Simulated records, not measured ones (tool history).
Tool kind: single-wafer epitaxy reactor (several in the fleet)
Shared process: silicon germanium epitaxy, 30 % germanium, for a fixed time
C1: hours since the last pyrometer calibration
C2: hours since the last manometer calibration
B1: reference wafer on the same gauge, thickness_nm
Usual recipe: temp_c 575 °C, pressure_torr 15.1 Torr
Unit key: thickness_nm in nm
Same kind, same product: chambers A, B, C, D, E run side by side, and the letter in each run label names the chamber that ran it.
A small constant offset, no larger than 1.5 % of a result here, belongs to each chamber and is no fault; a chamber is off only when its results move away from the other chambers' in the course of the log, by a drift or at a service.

run 1A hour=5.2 | temp_c=575 pressure_torr=15.1 | C1=903.2 C2=748.9 | B1=29.878 | thickness_nm=32.898
run 2D hour=10.6 | temp_c=575 pressure_torr=15.1 | C1=583.0 C2=403.5 | B1=29.903 | thickness_nm=33.367
run 3C hour=14.1 | temp_c=575 pressure_torr=15.1 | C1=78.8 C2=1120.5 | B1=29.894 | thickness_nm=32.492
run 4B hour=19.4 | temp_c=575 pressure_torr=15.1 | C1=1149.1 C2=533.0 | B1=29.908 | thickness_nm=33.120
run 5E hour=25.6 | temp_c=575 pressure_torr=15.1 | C1=775.4 C2=46.4 | B1=29.917 | thickness_nm=32.954
run 6A hour=31.8 | temp_c=575 pressure_torr=15.1 | C1=929.8 C2=775.5 | B1=29.928 | thickness_nm=32.845
run 7C hour=34.6 | temp_c=575 pressure_torr=15.1 | C1=99.3 C2=1141.0 | B1=29.887 | thickness_nm=32.608
run 8E hour=39.9 | temp_c=575 pressure_torr=15.1 | C1=789.7 C2=60.7 | B1=29.919 | thickness_nm=32.950
run 9D hour=45.1 | temp_c=575 pressure_torr=15.1 | C1=617.5 C2=438.0 | B1=29.887 | thickness_nm=33.371
run 10B hour=50.6 | temp_c=575 pressure_torr=15.1 | C1=1180.3 C2=564.2 | B1=29.918 | thickness_nm=33.025
run 11E hour=54.1 | temp_c=575 pressure_torr=15.1 | C1=803.9 C2=74.9 | B1=29.902 | thickness_nm=32.922
run 12C hour=59.4 | temp_c=567 pressure_torr=13.6 | C1=124.1 C2=1165.8 | B1=29.887 | thickness_nm=26.864
run 13D hour=65.4 | temp_c=567 pressure_torr=13.6 | C1=637.8 C2=458.3 | B1=29.900 | thickness_nm=27.371
run 14A hour=69.4 | temp_c=567 pressure_torr=13.6 | C1=967.4 C2=813.1 | B1=29.892 | thickness_nm=26.862
run 15B hour=72.8 | temp_c=567 pressure_torr=13.6 | C1=1202.5 C2=586.4 | B1=29.910 | thickness_nm=26.906
run 16C hour=75.6 | temp_c=567 pressure_torr=13.6 | C1=140.3 C2=1182.0 | B1=29.911 | thickness_nm=26.699
run 17A hour=78.4 | temp_c=575 pressure_torr=15.1 | C1=976.4 C2=822.1 | B1=29.902 | thickness_nm=32.820
run 18E hour=81.5 | temp_c=575 pressure_torr=15.1 | C1=831.3 C2=102.3 | B1=29.904 | thickness_nm=33.306
run 19D hour=87.4 | temp_c=575 pressure_torr=15.1 | C1=659.8 C2=480.3 | B1=29.911 | thickness_nm=33.374
run 20B hour=92.1 | temp_c=575 pressure_torr=15.1 | C1=1221.8 C2=605.7 | B1=29.888 | thickness_nm=33.120
run 21A hour=97.6 | temp_c=575 pressure_torr=15.1 | C1=995.6 C2=841.3 | B1=29.863 | thickness_nm=33.102
run 22B hour=103.0 | temp_c=575 pressure_torr=15.1 | C1=1232.7 C2=616.6 | B1=29.866 | thickness_nm=33.113
run 23D hour=109.3 | temp_c=575 pressure_torr=13.9 | C1=681.7 C2=502.2 | B1=29.915 | thickness_nm=32.169
run 24C hour=115.4 | temp_c=575 pressure_torr=13.9 | C1=180.1 C2=1221.8 | B1=29.905 | thickness_nm=31.438
run 25E hour=120.8 | temp_c=575 pressure_torr=13.9 | C1=870.6 C2=141.6 | B1=29.860 | thickness_nm=31.926
run 26C hour=124.3 | temp_c=575 pressure_torr=13.9 | C1=189.0 C2=1230.7 | B1=29.903 | thickness_nm=31.699
run 27D hour=127.5 | temp_c=575 pressure_torr=13.9 | C1=699.9 C2=520.4 | B1=29.904 | thickness_nm=32.030
run 28B hour=132.6 | temp_c=575 pressure_torr=15.1 | C1=1262.3 C2=646.2 | B1=29.890 | thickness_nm=32.853
run 29A hour=137.1 | temp_c=575 pressure_torr=15.1 | C1=1035.1 C2=880.8 | B1=29.888 | thickness_nm=33.073
run 30E hour=142.2 | temp_c=562 pressure_torr=16.8 | C1=892.0 C2=163.0 | B1=29.892 | thickness_nm=26.676
run 31D hour=145.8 | temp_c=562 pressure_torr=16.8 | C1=718.2 C2=538.7 | B1=29.925 | thickness_nm=26.786
run 32C hour=149.0 | temp_c=562 pressure_torr=16.8 | C1=213.7 C2=1255.4 | B1=29.908 | thickness_nm=26.221

All chambers now run identical settings, listed one chamber a line with results as question marks. What results will each chamber show?
run 33A hour=153.5 | temp_c=583 pressure_torr=15.1 | thickness_nm=?
run 33B hour=153.5 | temp_c=583 pressure_torr=15.1 | thickness_nm=?
run 33C hour=153.5 | temp_c=583 pressure_torr=15.1 | thickness_nm=?
run 33D hour=153.5 | temp_c=583 pressure_torr=15.1 | thickness_nm=?
run 33E hour=153.5 | temp_c=583 pressure_torr=15.1 | thickness_nm=?

run=33A thickness_nm=38.035
run=33B thickness_nm=38.257
run=33C thickness_nm=37.829
run=33D thickness_nm=38.767
run=33E thickness_nm=38.699
